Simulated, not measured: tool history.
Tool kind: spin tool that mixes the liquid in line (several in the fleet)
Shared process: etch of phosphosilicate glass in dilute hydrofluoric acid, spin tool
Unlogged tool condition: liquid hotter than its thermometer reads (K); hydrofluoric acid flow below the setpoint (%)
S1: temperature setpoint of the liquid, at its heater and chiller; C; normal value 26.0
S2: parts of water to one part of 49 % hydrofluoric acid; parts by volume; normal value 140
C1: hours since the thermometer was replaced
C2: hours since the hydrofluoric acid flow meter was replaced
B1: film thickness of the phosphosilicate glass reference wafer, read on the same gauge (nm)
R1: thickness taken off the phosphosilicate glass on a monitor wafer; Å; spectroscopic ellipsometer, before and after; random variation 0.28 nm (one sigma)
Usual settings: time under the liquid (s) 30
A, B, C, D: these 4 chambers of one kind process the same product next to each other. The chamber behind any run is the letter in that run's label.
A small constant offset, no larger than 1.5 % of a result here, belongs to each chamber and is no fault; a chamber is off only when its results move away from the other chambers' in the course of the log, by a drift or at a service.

run 1A day=0.483 | S1=26.0 S2=140 time_under_the_liquid_(s)=30 | C1=1049.3 C2=147.6 | B1=69.993 | R1=309.39
run 2B day=1.046 | S1=26.0 S2=140 time_under_the_liquid_(s)=30 | C1=663.7 C2=943.2 | B1=69.981 | R1=308.25
run 3D day=1.608 | S1=26.0 S2=140 time_under_the_liquid_(s)=30 | C1=583.2 C2=218.7 | B1=69.964 | R1=304.68
-- day=1.933 chamber C: thermometer replaced
-- day=2.025 chamber B: thermometer replaced
run 4C day=2.108 | S1=26.0 S2=140 time_under_the_liquid_(s)=30 | C1=4.3 C2=98.9 | B1=70.009 | R1=301.72
run 5B day=2.533 | S1=26.0 S2=140 time_under_the_liquid_(s)=30 | C1=12.3 C2=978.9 | B1=70.034 | R1=304.53
run 6C day=2.825 | S1=28.5 S2=140 time_under_the_liquid_(s)=30 | C1=21.5 C2=116.1 | B1=70.008 | R1=330.79
-- day=3.008 chamber B: hydrofluoric acid flow meter replaced
run 7A day=3.092 | S1=28.5 S2=140 time_under_the_liquid_(s)=30 | C1=1111.9 C2=210.2 | B1=69.963 | R1=335.11
run 8D day=3.479 | S1=28.5 S2=140 time_under_the_liquid_(s)=30 | C1=628.1 C2=263.6 | B1=69.974 | R1=339.03
run 9B day=3.812 | S1=28.5 S2=140 time_under_the_liquid_(s)=30 | C1=43.0 C2=19.3 | B1=70.020 | R1=339.60
run 10D day=4.258 | S1=26.0 S2=140 time_under_the_liquid_(s)=30 | C1=646.8 C2=282.3 | B1=69.982 | R1=306.87
run 11A day=4.696 | S1=26.0 S2=140 time_under_the_liquid_(s)=30 | C1=1150.4 C2=248.7 | B1=70.027 | R1=305.12
run 12C day=5.071 | S1=26.0 S2=140 time_under_the_liquid_(s)=30 | C1=75.4 C2=170.0 | B1=70.047 | R1=302.63
run 13B day=5.638 | S1=26.0 S2=75 time_under_the_liquid_(s)=30 | C1=86.8 C2=63.1 | B1=69.962 | R1=620.81
run 14D day=6.158 | S1=26.0 S2=75 time_under_the_liquid_(s)=30 | C1=692.4 C2=327.9 | B1=70.021 | R1=635.91
run 15C day=6.558 | S1=26.0 S2=75 time_under_the_liquid_(s)=30 | C1=111.1 C2=205.7 | B1=69.972 | R1=618.43
run 16A day=6.917 | S1=26.0 S2=75 time_under_the_liquid_(s)=30 | C1=1203.7 C2=302.0 | B1=70.005 | R1=618.04
run 17B day=7.308 | S1=26.0 S2=205 time_under_the_liquid_(s)=20 | C1=126.9 C2=103.2 | B1=69.992 | R1=131.08
run 18A day=7.575 | S1=26.0 S2=205 time_under_the_liquid_(s)=20 | C1=1219.5 C2=317.8 | B1=69.954 | R1=127.92
run 19D day=8.012 | S1=26.0 S2=205 time_under_the_liquid_(s)=20 | C1=736.9 C2=372.4 | B1=70.021 | R1=128.43
run 20C day=8.354 | S1=26.0 S2=205 time_under_the_liquid_(s)=20 | C1=154.2 C2=248.8 | B1=69.986 | R1=129.58
run 21B day=8.638 | S1=26.0 S2=140 time_under_the_liquid_(s)=30 | C1=158.8 C2=135.1 | B1=69.961 | R1=304.57
run 22D day=8.979 | S1=26.0 S2=140 time_under_the_liquid_(s)=30 | C1=760.1 C2=395.6 | B1=70.009 | R1=307.34
run 23C day=9.246 | S1=26.0 S2=140 time_under_the_liquid_(s)=30 | C1=175.6 C2=270.2 | B1=69.961 | R1=303.98
run 24A day=9.742 | S1=26.0 S2=140 time_under_the_liquid_(s)=30 | C1=1271.5 C2=369.8 | B1=70.009 | R1=299.99
run 25B day=10.312 | S1=26.0 S2=140 time_under_the_liquid_(s)=30 | C1=199.0 C2=175.3 | B1=69.990 | R1=308.10
run 26A day=10.779 | S1=26.0 S2=140 time_under_the_liquid_(s)=30 | C1=1296.4 C2=394.7 | B1=70.031 | R1=302.49
run 27C day=11.325 | S1=28.0 S2=140 time_under_the_liquid_(s)=30 | C1=225.5 C2=320.1 | B1=69.986 | R1=326.15
run 28D day=11.883 | S1=28.0 S2=140 time_under_the_liquid_(s)=30 | C1=829.8 C2=465.3 | B1=70.024 | R1=331.74
run 29B day=12.358 | S1=28.0 S2=140 time_under_the_liquid_(s)=30 | C1=248.1 C2=224.4 | B1=69.984 | R1=331.37
run 30A day=12.879 | S1=28.0 S2=140 time_under_the_liquid_(s)=30 | C1=1346.8 C2=445.1 | B1=69.976 | R1=316.76
run 31C day=13.212 | S1=26.0 S2=140 time_under_the_liquid_(s)=30 | C1=270.8 C2=365.4 | B1=69.973 | R1=303.89
run 32D day=13.638 | S1=26.0 S2=140 time_under_the_liquid_(s)=30 | C1=871.9 C2=507.4 | B1=70.001 | R1=303.31
run 33D day=14.138 | S1=26.0 S2=140 time_under_the_liquid_(s)=30 | C1=883.9 C2=519.4 | B1=70.000 | R1=309.65
run 34A day=14.608 | S1=26.0 S2=140 time_under_the_liquid_(s)=30 | C1=1388.3 C2=486.6 | B1=69.978 | R1=292.53
run 35B day=15.058 | S1=26.0 S2=140 time_under_the_liquid_(s)=30 | C1=312.9 C2=289.2 | B1=69.999 | R1=312.70
run 36C day=15.400 | S1=26.0 S2=140 time_under_the_liquid_(s)=30 | C1=323.3 C2=417.9 | B1=70.003 | R1=302.77
run 37D day=15.971 | S1=26.0 S2=140 time_under_the_liquid_(s)=30 | C1=927.9 C2=563.4 | B1=69.977 | R1=304.23
run 38C day=16.458 | S1=26.0 S2=140 time_under_the_liquid_(s)=30 | C1=348.7 C2=443.3 | B1=69.975 | R1=298.73
-- day=16.588 chamber A: thermometer replaced
run 39B day=16.904 | S1=26.0 S2=140 time_under_the_liquid_(s)=30 | C1=357.2 C2=333.5 | B1=69.995 | R1=307.63
run 40A day=17.200 | S1=26.0 S2=140 time_under_the_liquid_(s)=30 | C1=14.8 C2=548.8 | B1=69.947 | R1=291.45
run 41A day=17.683 | S1=28.5 S2=75 time_under_the_liquid_(s)=30 | C1=26.4 C2=560.4 | B1=70.001 | R1=636.37
run 42B day=18.275 | S1=28.5 S2=75 time_under_the_liquid_(s)=30 | C1=390.1 C2=366.4 | B1=69.985 | R1=676.30
run 43D day=18.842 | S1=28.5 S2=75 time_under_the_liquid_(s)=30 | C1=996.8 C2=632.3 | B1=69.970 | R1=685.02

Next, every chamber runs the same settings. What will each give?
run 44A day=19.267 | S1=26.0 S2=200 time_under_the_liquid_(s)=30 | R1=?
run 44B day=19.267 | S1=26.0 S2=200 time_under_the_liquid_(s)=30 | R1=?
run 44C day=19.267 | S1=26.0 S2=200 time_under_the_liquid_(s)=30 | R1=?
run 44D day=19.267 | S1=26.0 S2=200 time_under_the_liquid_(s)=30 | R1=?

run=44A R1=186.22
run=44B R1=204.62
run=44C R1=196.33
run=44D R1=200.90
